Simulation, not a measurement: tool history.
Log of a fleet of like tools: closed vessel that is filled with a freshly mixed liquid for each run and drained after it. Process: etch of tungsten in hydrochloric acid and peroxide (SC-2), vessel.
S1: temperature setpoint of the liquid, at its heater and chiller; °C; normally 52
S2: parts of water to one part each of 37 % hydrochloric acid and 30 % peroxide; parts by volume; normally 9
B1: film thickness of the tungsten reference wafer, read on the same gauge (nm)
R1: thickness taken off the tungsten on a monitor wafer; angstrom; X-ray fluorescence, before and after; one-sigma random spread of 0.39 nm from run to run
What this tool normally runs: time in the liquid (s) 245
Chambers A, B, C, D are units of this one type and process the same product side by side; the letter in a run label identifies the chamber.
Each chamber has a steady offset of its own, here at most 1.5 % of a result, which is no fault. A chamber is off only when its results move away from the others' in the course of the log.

{"run": "1D", "hour": 5.0, "S1": 52, "S2": 9, "time in the liquid (s)": 245, "B1": 59.975, "R1": 434.79}
{"run": "2A", "hour": 8.3, "S1": 52, "S2": 9, "time in the liquid (s)": 245, "B1": 59.987, "R1": 430.58}
{"run": "3B", "hour": 12.0, "S1": 52, "S2": 9, "time in the liquid (s)": 245, "B1": 59.994, "R1": 437.34}
{"run": "4C", "hour": 15.3, "S1": 52, "S2": 9, "time in the liquid (s)": 245, "B1": 59.992, "R1": 433.26}
{"run": "5A", "hour": 19.9, "S1": 52, "S2": 9, "time in the liquid (s)": 245, "B1": 59.982, "R1": 438.96}
{"run": "6C", "hour": 24.1, "S1": 52, "S2": 9, "time in the liquid (s)": 245, "B1": 59.987, "R1": 433.56}
{"run": "7D", "hour": 27.0, "S1": 52, "S2": 9, "time in the liquid (s)": 245, "B1": 60.005, "R1": 430.97}
{"run": "8B", "hour": 31.0, "S1": 52, "S2": 9, "time in the liquid (s)": 245, "B1": 60.006, "R1": 435.66}
{"hour": 34.3, "done": "chamber C: thermometer replaced"}
{"run": "9D", "hour": 36.8, "S1": 52, "S2": 9, "time in the liquid (s)": 245, "B1": 60.019, "R1": 432.48}
{"run": "10A", "hour": 42.3, "S1": 52, "S2": 9, "time in the liquid (s)": 245, "B1": 60.001, "R1": 434.18}
{"run": "11B", "hour": 48.0, "S1": 52, "S2": 9, "time in the liquid (s)": 245, "B1": 60.023, "R1": 433.11}
{"run": "12C", "hour": 52.7, "S1": 52, "S2": 9, "time in the liquid (s)": 245, "B1": 60.011, "R1": 439.93}
{"run": "13B", "hour": 57.0, "S1": 44.5, "S2": 9, "time in the liquid (s)": 335, "B1": 60.002, "R1": 351.69}
{"hour": 57.1, "done": "chamber D: new drum of peroxide connected"}
{"run": "14C", "hour": 59.6, "S1": 44.5, "S2": 9, "time in the liquid (s)": 335, "B1": 60.002, "R1": 363.69}
{"run": "15D", "hour": 64.0, "S1": 44.5, "S2": 9, "time in the liquid (s)": 335, "B1": 59.991, "R1": 359.34}
{"run": "16A", "hour": 69.3, "S1": 44.5, "S2": 9, "time in the liquid (s)": 335, "B1": 59.978, "R1": 364.3}
{"run": "17B", "hour": 72.9, "S1": 52, "S2": 9, "time in the liquid (s)": 245, "B1": 59.971, "R1": 433.79}
{"run": "18D", "hour": 77.4, "S1": 52, "S2": 9, "time in the liquid (s)": 245, "B1": 60.01, "R1": 436.62}
{"run": "19A", "hour": 80.3, "S1": 52, "S2": 9, "time in the liquid (s)": 245, "B1": 60.008, "R1": 428.04}
{"run": "20C", "hour": 86.2, "S1": 52, "S2": 9, "time in the liquid (s)": 245, "B1": 60.007, "R1": 450.75}
{"hour": 86.5, "done": "chamber D: thermometer replaced"}
{"run": "21B", "hour": 88.9, "S1": 52, "S2": 4.5, "time in the liquid (s)": 380, "B1": 59.989, "R1": 1132.3}
{"run": "22D", "hour": 94.0, "S1": 52, "S2": 4.5, "time in the liquid (s)": 380, "B1": 60.006, "R1": 1146}
{"run": "23C", "hour": 99.1, "S1": 52, "S2": 4.5, "time in the liquid (s)": 380, "B1": 59.984, "R1": 1192}
{"run": "24A", "hour": 103.9, "S1": 52, "S2": 4.5, "time in the liquid (s)": 380, "B1": 60.003, "R1": 1134.6}
{"run": "25B", "hour": 107.6, "S1": 52, "S2": 9, "time in the liquid (s)": 245, "B1": 60.002, "R1": 426.85}
{"run": "26A", "hour": 112.3, "S1": 52, "S2": 9, "time in the liquid (s)": 245, "B1": 60.023, "R1": 426.82}
{"run": "27D", "hour": 115.6, "S1": 52, "S2": 9, "time in the liquid (s)": 245, "B1": 60.037, "R1": 436.41}

Is one chamber off against the others, does the gauge drift, or is nothing wrong? If a chamber is off, say which, and what the likeliest cause is.

Chamber C drifts away from the others.
Likeliest cause: chemicals flow above the setpoint (%) = 8.84.

Below are 4 candidate recipes for chamber C's next run, each the usual settings with a change, their results shown as question marks. Which of them brings C's results back in line with what the other chambers give on the usual settings?
To be in line, a result may differ from the other chambers' mean on the usual settings by at most: R1 14 angstrom
{"run": "28C-1", "hour": 119.9, "S1": 52.5, "S2": 9, "time in the liquid (s)": 255, "R1": "?"}
{"run": "28C-2", "hour": 119.9, "S1": 54, "S2": 9, "time in the liquid (s)": 245, "R1": "?"}
{"run": "28C-3", "hour": 119.9, "S1": 51.5, "S2": 9, "time in the liquid (s)": 235, "R1": "?"}
{"run": "28C-4", "hour": 119.9, "S1": 50, "S2": 9, "time in the liquid (s)": 245, "R1": "?"}

Other chambers, usual settings, mean: R1 433.51 angstrom
run=28C-1 R1=501.1
run=28C-2 R1=531.72
run=28C-3 R1=431.79
run=28C-4 R1=406.97
28C-3 puts the chamber back in line with the other chambers.

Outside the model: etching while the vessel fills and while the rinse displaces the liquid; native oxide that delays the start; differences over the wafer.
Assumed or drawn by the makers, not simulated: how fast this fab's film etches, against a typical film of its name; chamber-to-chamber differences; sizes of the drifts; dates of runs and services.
